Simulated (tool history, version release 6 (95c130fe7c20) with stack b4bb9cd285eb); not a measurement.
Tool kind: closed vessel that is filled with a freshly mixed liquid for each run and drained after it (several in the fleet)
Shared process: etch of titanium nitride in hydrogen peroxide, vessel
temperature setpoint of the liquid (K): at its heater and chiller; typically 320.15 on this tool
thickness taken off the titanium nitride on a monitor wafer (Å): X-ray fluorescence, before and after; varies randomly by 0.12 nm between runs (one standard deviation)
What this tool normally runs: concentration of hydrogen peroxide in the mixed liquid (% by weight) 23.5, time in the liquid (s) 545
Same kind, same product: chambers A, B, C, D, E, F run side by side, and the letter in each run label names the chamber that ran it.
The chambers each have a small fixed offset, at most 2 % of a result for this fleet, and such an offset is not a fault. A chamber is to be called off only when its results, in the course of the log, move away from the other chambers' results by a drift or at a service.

run   hour  temperature setpoint of the liquid (K)  concentration of hydrogen peroxide in the mixed liquid (% by weight)  time in the liquid (s)  hours since the thermometer was replaced  hours since the peroxide flow meter was replaced  hours since the drum of peroxide was connected  read-back film thickness of the titanium nitride reference wafer, read on the same gauge (nm)  thickness taken off the titanium nitride on a monitor wafer (Å)
 1F   12.0                                  320.15                                                                  23.5                     545                                     737.5                                            1002.3                                           812.7                                                                                         59.994                                                           139.99
 2D   19.4                                  320.15                                                                  23.5                     545                                    1755.1                                             224.9                                           863.7                                                                                         59.978                                                           141.50
 3C   25.5                                  320.15                                                                  23.5                     545                                     639.3                                             584.9                                           362.5                                                                                         60.019                                                           138.90
 4E   38.2                                  320.15                                                                  23.5                     545                                    1568.4                                             260.2                                            58.2                                                                                         60.016                                                           139.20
 5B   51.1                                  320.15                                                                  23.5                     545                                     997.4                                             658.6                                          1244.8                                                                                         59.981                                                           138.53
 6A   57.3                                  320.15                                                                  23.5                     545                                     260.9                                            1749.7                                           310.8                                                                                         59.995                                                           140.27
 7B   66.3                                  320.15                                                                  23.5                     545                                    1012.6                                             673.8                                          1260.0                                                                                         60.032                                                           137.13
 8D   74.4                                  320.15                                                                  23.5                     545                                    1810.1                                             279.9                                           918.7                                                                                         60.037                                                           139.50
 9C   84.9                                  320.15                                                                  23.5                     545                                     698.7                                             644.3                                           421.9                                                                                         60.040                                                           140.15
10F   91.4                                  320.15                                                                  23.5                     545                                     816.9                                            1081.7                                           892.1                                                                                         59.955                                                           139.01
11A  103.2                                  320.15                                                                  23.5                     545                                     306.8                                            1795.6                                           356.7                                                                                         59.985                                                           141.12
12E  111.6                                  320.15                                                                  23.5                     545                                    1641.8                                             333.6                                           131.6                                                                                         59.961                                                           139.43
13D  124.5                                  320.15                                                                  23.5                     545                                    1860.2                                             330.0                                           968.8                                                                                         60.009                                                           141.30
14E  137.7                                  320.15                                                                  23.5                     545                                    1667.9                                             359.7                                           157.7                                                                                         59.962                                                           140.39
15F  147.6                                  320.15                                                                  23.5                     545                                     873.1                                            1137.9                                           948.3                                                                                         59.981                                                           137.63
16C  155.7                                  320.15                                                                  23.5                     545                                     769.5                                             715.1                                           492.7                                                                                         59.992                                                           137.52
17A  163.7                                  320.15                                                                  23.5                     545                                     367.3                                            1856.1                                           417.2                                                                                         59.976                                                           139.06
18B  174.6                                  320.15                                                                  23.5                     545                                    1120.9                                             782.1                                          1368.3                                                                                         60.006                                                           135.61
     178.5  -- chamber A: peroxide flow meter replaced
19F  186.3                                  320.15                                                                  23.5                     545                                     911.8                                            1176.6                                           987.0                                                                                         59.976                                                           138.11
20D  192.4                                  320.15                                                                  23.5                     705                                    1928.1                                             397.9                                          1036.7                                                                                         60.016                                                           181.68
21C  203.8                                  320.15                                                                  23.5                     705                                     817.6                                             763.2                                           540.8                                                                                         59.988                                                           177.80
22A  212.5                                  320.15                                                                  23.5                     705                                     416.1                                              34.1                                           466.0                                                                                         60.033                                                           182.75
23B  221.8                                  320.15                                                                  23.5                     705                                    1168.1                                             829.3                                          1415.5                                                                                         60.010                                                           177.16
24E  228.8                                  320.15                                                                  23.5                     705                                    1759.0                                             450.8                                           248.8                                                                                         60.035                                                           181.09
     230.3  -- chamber F: new drum of peroxide connected
25D  238.3                                  320.15                                                                  23.5                     705                                    1974.0                                             443.8                                          1082.6                                                                                         60.006                                                           180.41
26A  244.4                                  320.15                                                                  23.5                     545                                     448.0                                              66.0                                           497.9                                                                                         60.007                                                           141.54
27C  251.5                                  320.15                                                                  23.5                     545                                     865.3                                             810.9                                           588.5                                                                                         60.029                                                           138.82
28E  260.0                                  320.15                                                                  23.5                     545                                    1790.2                                             482.0                                           280.0                                                                                         60.009                                                           137.86
29B  268.1                                  320.15                                                                  23.5                     545                                    1214.4                                             875.6                                          1461.8                                                                                         59.988                                                           139.42
30F  277.1                                  320.15                                                                  23.5                     545                                    1002.6                                            1267.4                                            46.8                                                                                         60.004                                                           137.26
31B  283.9                                  320.15                                                                  23.5                     545                                    1230.2                                             891.4                                          1477.6                                                                                         59.968                                                           137.23
32F  294.4                                  320.15                                                                  30.0                     545                                    1019.9                                            1284.7                                            64.1                                                                                         59.995                                                           145.07
33A  307.2                                  320.15                                                                  30.0                     545                                     510.8                                             128.8                                           560.7                                                                                         59.984                                                           149.62
     309.9  -- chamber D: new drum of peroxide connected
34C  320.1                                  320.15                                                                  30.0                     545                                     933.9                                             879.5                                           657.1                                                                                         59.977                                                           147.57
35D  331.4                                  320.15                                                                  30.0                     545                                    2067.1                                             536.9                                            21.6                                                                                         60.010                                                           148.18
36E  339.1                                  320.15                                                                  30.0                     545                                    1869.3                                             561.1                                           359.1                                                                                         60.027                                                           146.47

Decide between three cases: one chamber stands off from its peers, the gauge reading all wafers drifts, or nothing is wrong past each chamber's small offset. Where a chamber is off, say which and what most likely put it there.

No chamber is off and the gauge is stable; the differences are just each chamber's small, constant offset.
